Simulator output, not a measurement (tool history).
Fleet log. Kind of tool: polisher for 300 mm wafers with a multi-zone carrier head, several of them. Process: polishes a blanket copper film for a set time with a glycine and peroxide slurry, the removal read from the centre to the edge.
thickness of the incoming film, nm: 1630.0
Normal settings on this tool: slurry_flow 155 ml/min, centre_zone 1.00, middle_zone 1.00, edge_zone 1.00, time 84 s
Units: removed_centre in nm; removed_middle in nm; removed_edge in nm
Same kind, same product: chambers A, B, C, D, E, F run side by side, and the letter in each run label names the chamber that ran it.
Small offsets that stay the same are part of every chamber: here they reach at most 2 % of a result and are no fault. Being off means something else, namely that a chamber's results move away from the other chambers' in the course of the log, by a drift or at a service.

run 1C hour=8.8 | slurry_flow=155 centre_zone=1.00 middle_zone=1.00 edge_zone=1.00 time=84 | removed_centre=474.20 removed_middle=482.56 removed_edge=481.49
run 2F hour=16.2 | slurry_flow=155 centre_zone=1.00 middle_zone=1.00 edge_zone=1.00 time=84 | removed_centre=476.00 removed_middle=471.26 removed_edge=469.36
-- hour=20.7 chamber B: centre zone pressure recalibrated
run 3E hour=25.7 | slurry_flow=155 centre_zone=1.00 middle_zone=1.00 edge_zone=1.00 time=84 | removed_centre=469.85 removed_middle=471.00 removed_edge=480.63
-- hour=27.8 chamber C: worn pad replaced by a new one
run 4A hour=31.4 | slurry_flow=155 centre_zone=1.00 middle_zone=1.00 edge_zone=1.00 time=84 | removed_centre=483.89 removed_middle=477.18 removed_edge=478.97
run 5B hour=40.3 | slurry_flow=155 centre_zone=1.00 middle_zone=1.00 edge_zone=1.00 time=84 | removed_centre=476.39 removed_middle=480.04 removed_edge=475.16
-- hour=42.6 chamber A: worn pad replaced by a new one
-- hour=44.8 chamber F: worn pad replaced by a new one
run 6D hour=45.3 | slurry_flow=155 centre_zone=1.00 middle_zone=1.00 edge_zone=1.00 time=84 | removed_centre=474.79 removed_middle=473.45 removed_edge=474.99
-- hour=50.9 chamber D: worn pad replaced by a new one
run 7C hour=53.7 | slurry_flow=155 centre_zone=1.00 middle_zone=1.00 edge_zone=1.00 time=84 | removed_centre=470.37 removed_middle=483.06 removed_edge=463.20
-- hour=53.8 chamber B: worn pad replaced by a new one
run 8B hour=58.8 | slurry_flow=155 centre_zone=1.00 middle_zone=1.00 edge_zone=1.00 time=84 | removed_centre=474.79 removed_middle=471.93 removed_edge=474.02
-- hour=60.2 chamber B: edge zone pressure recalibrated
-- hour=63.0 chamber B: slurry nozzle cleaned
run 9F hour=64.7 | slurry_flow=155 centre_zone=1.00 middle_zone=1.00 edge_zone=1.00 time=84 | removed_centre=465.64 removed_middle=477.27 removed_edge=474.22
run 10E hour=71.7 | slurry_flow=155 centre_zone=1.00 middle_zone=1.00 edge_zone=1.00 time=84 | removed_centre=465.09 removed_middle=466.32 removed_edge=470.44
-- hour=75.6 chamber E: worn pad replaced by a new one
-- hour=78.3 chamber A: edge zone pressure recalibrated
run 11D hour=80.5 | slurry_flow=155 centre_zone=1.00 middle_zone=1.00 edge_zone=1.00 time=84 | removed_centre=465.34 removed_middle=478.51 removed_edge=477.55
run 12A hour=85.4 | slurry_flow=155 centre_zone=1.00 middle_zone=1.00 edge_zone=1.00 time=112 | removed_centre=641.84 removed_middle=635.36 removed_edge=629.24
run 13E hour=93.0 | slurry_flow=155 centre_zone=1.00 middle_zone=1.00 edge_zone=1.00 time=112 | removed_centre=632.90 removed_middle=624.41 removed_edge=618.23
-- hour=93.7 chamber D: edge zone pressure recalibrated
run 14B hour=98.0 | slurry_flow=155 centre_zone=1.00 middle_zone=1.00 edge_zone=1.00 time=112 | removed_centre=632.76 removed_middle=642.58 removed_edge=631.96
run 15C hour=106.3 | slurry_flow=155 centre_zone=1.00 middle_zone=1.00 edge_zone=1.00 time=112 | removed_centre=638.08 removed_middle=638.29 removed_edge=629.61
run 16F hour=113.0 | slurry_flow=155 centre_zone=1.00 middle_zone=1.00 edge_zone=1.00 time=112 | removed_centre=628.96 removed_middle=635.96 removed_edge=636.86
run 17A hour=117.8 | slurry_flow=155 centre_zone=1.00 middle_zone=1.00 edge_zone=1.00 time=112 | removed_centre=641.63 removed_middle=629.50 removed_edge=606.19
run 18D hour=126.2 | slurry_flow=155 centre_zone=1.05 middle_zone=1.06 edge_zone=1.00 time=84 | removed_centre=508.49 removed_middle=505.36 removed_edge=474.70
run 19F hour=131.7 | slurry_flow=155 centre_zone=1.05 middle_zone=1.06 edge_zone=1.00 time=84 | removed_centre=494.73 removed_middle=497.04 removed_edge=486.00
-- hour=133.8 chamber C: worn pad replaced by a new one
-- hour=140.1 chamber D: worn pad replaced by a new one
run 20C hour=140.6 | slurry_flow=155 centre_zone=1.05 middle_zone=1.06 edge_zone=1.00 time=84 | removed_centre=500.16 removed_middle=516.31 removed_edge=472.23
run 21E hour=147.4 | slurry_flow=155 centre_zone=1.05 middle_zone=1.06 edge_zone=1.00 time=84 | removed_centre=489.85 removed_middle=503.62 removed_edge=473.56
run 22A hour=158.0 | slurry_flow=155 centre_zone=1.05 middle_zone=1.06 edge_zone=1.00 time=84 | removed_centre=504.26 removed_middle=504.58 removed_edge=471.09
-- hour=160.8 chamber A: worn pad replaced by a new one
run 23B hour=164.4 | slurry_flow=155 centre_zone=1.05 middle_zone=1.06 edge_zone=1.00 time=84 | removed_centre=507.93 removed_middle=505.54 removed_edge=468.05
run 24D hour=170.6 | slurry_flow=155 centre_zone=1.11 middle_zone=1.00 edge_zone=1.00 time=84 | removed_centre=527.70 removed_middle=472.50 removed_edge=479.97
run 25B hour=180.0 | slurry_flow=155 centre_zone=1.11 middle_zone=1.00 edge_zone=1.00 time=84 | removed_centre=526.38 removed_middle=478.17 removed_edge=470.34
-- hour=186.1 chamber F: worn pad replaced by a new one
run 26E hour=188.3 | slurry_flow=155 centre_zone=1.11 middle_zone=1.00 edge_zone=1.00 time=84 | removed_centre=520.66 removed_middle=471.60 removed_edge=487.53
-- hour=189.8 chamber D: centre zone pressure recalibrated
-- hour=192.2 chamber B: worn pad replaced by a new one
run 27F hour=197.8 | slurry_flow=155 centre_zone=1.11 middle_zone=1.00 edge_zone=1.00 time=84 | removed_centre=537.37 removed_middle=478.05 removed_edge=472.17
run 28A hour=206.7 | slurry_flow=155 centre_zone=1.11 middle_zone=1.00 edge_zone=1.00 time=84 | removed_centre=549.68 removed_middle=479.63 removed_edge=468.17
run 29D hour=214.9 | slurry_flow=155 centre_zone=1.11 middle_zone=1.00 edge_zone=1.00 time=84 | removed_centre=526.13 removed_middle=465.07 removed_edge=464.38
-- hour=215.1 chamber E: worn pad replaced by a new one
-- hour=218.7 chamber D: worn pad replaced by a new one
run 30C hour=222.2 | slurry_flow=155 centre_zone=1.00 middle_zone=1.00 edge_zone=1.00 time=84 | removed_centre=473.48 removed_middle=480.92 removed_edge=470.99
run 31D hour=230.7 | slurry_flow=155 centre_zone=1.00 middle_zone=1.00 edge_zone=1.00 time=84 | removed_centre=459.21 removed_middle=461.75 removed_edge=460.20
run 32F hour=238.5 | slurry_flow=155 centre_zone=1.00 middle_zone=1.00 edge_zone=1.00 time=84 | removed_centre=471.35 removed_middle=476.17 removed_edge=468.05
run 33E hour=247.5 | slurry_flow=155 centre_zone=1.00 middle_zone=1.00 edge_zone=1.00 time=84 | removed_centre=470.92 removed_middle=474.71 removed_edge=464.14
-- hour=250.5 chamber C: worn pad replaced by a new one
run 34B hour=254.3 | slurry_flow=155 centre_zone=1.00 middle_zone=1.00 edge_zone=0.96 time=100 | removed_centre=575.67 removed_middle=571.64 removed_edge=545.18
run 35C hour=261.4 | slurry_flow=155 centre_zone=1.00 middle_zone=1.00 edge_zone=0.96 time=100 | removed_centre=566.97 removed_middle=568.26 removed_edge=544.18
-- hour=264.8 chamber A: centre zone pressure recalibrated
run 36A hour=270.8 | slurry_flow=155 centre_zone=1.00 middle_zone=1.00 edge_zone=0.96 time=100 | removed_centre=562.71 removed_middle=564.31 removed_edge=542.60
run 37D hour=279.0 | slurry_flow=155 centre_zone=1.00 middle_zone=1.00 edge_zone=0.96 time=100 | removed_centre=529.09 removed_middle=533.25 removed_edge=540.72
run 38B hour=287.3 | slurry_flow=155 centre_zone=1.00 middle_zone=1.00 edge_zone=0.96 time=100 | removed_centre=560.81 removed_middle=581.85 removed_edge=533.94
run 39F hour=292.5 | slurry_flow=155 centre_zone=1.00 middle_zone=1.00 edge_zone=0.96 time=100 | removed_centre=564.17 removed_middle=572.32 removed_edge=560.71
run 40C hour=297.9 | slurry_flow=155 centre_zone=1.00 middle_zone=1.00 edge_zone=1.00 time=84 | removed_centre=478.85 removed_middle=478.36 removed_edge=474.52
-- hour=305.6 chamber A: worn pad replaced by a new one
run 41E hour=305.9 | slurry_flow=155 centre_zone=1.00 middle_zone=1.00 edge_zone=1.00 time=84 | removed_centre=469.51 removed_middle=477.10 removed_edge=467.43
run 42A hour=314.9 | slurry_flow=155 centre_zone=1.00 middle_zone=1.00 edge_zone=1.00 time=84 | removed_centre=478.61 removed_middle=475.41 removed_edge=466.52
run 43A hour=323.8 | slurry_flow=155 centre_zone=1.00 middle_zone=1.00 edge_zone=1.00 time=84 | removed_centre=477.68 removed_middle=477.84 removed_edge=463.36

Next, all 6 chambers run the settings below, one line each with question marks for the results. What does each chamber give?
run 44A hour=331.7 | slurry_flow=155 centre_zone=1.00 middle_zone=0.95 edge_zone=1.00 time=84 | removed_centre=? removed_middle=? removed_edge=?
run 44B hour=331.7 | slurry_flow=155 centre_zone=1.00 middle_zone=0.95 edge_zone=1.00 time=84 | removed_centre=? removed_middle=? removed_edge=?
run 44C hour=331.7 | slurry_flow=155 centre_zone=1.00 middle_zone=0.95 edge_zone=1.00 time=84 | removed_centre=? removed_middle=? removed_edge=?
run 44D hour=331.7 | slurry_flow=155 centre_zone=1.00 middle_zone=0.95 edge_zone=1.00 time=84 | removed_centre=? removed_middle=? removed_edge=?
run 44E hour=331.7 | slurry_flow=155 centre_zone=1.00 middle_zone=0.95 edge_zone=1.00 time=84 | removed_centre=? removed_middle=? removed_edge=?
run 44F hour=331.7 | slurry_flow=155 centre_zone=1.00 middle_zone=0.95 edge_zone=1.00 time=84 | removed_centre=? removed_middle=? removed_edge=?

run=44A removed_centre=469.64 removed_middle=451.68 removed_edge=468.06
run=44B removed_centre=469.19 removed_middle=457.16 removed_edge=476.43
run=44C removed_centre=485.10 removed_middle=458.64 removed_edge=475.85
run=44D removed_centre=434.28 removed_middle=417.00 removed_edge=443.36
run=44E removed_centre=470.90 removed_middle=455.75 removed_edge=470.13
run=44F removed_centre=467.49 removed_middle=452.27 removed_edge=471.66
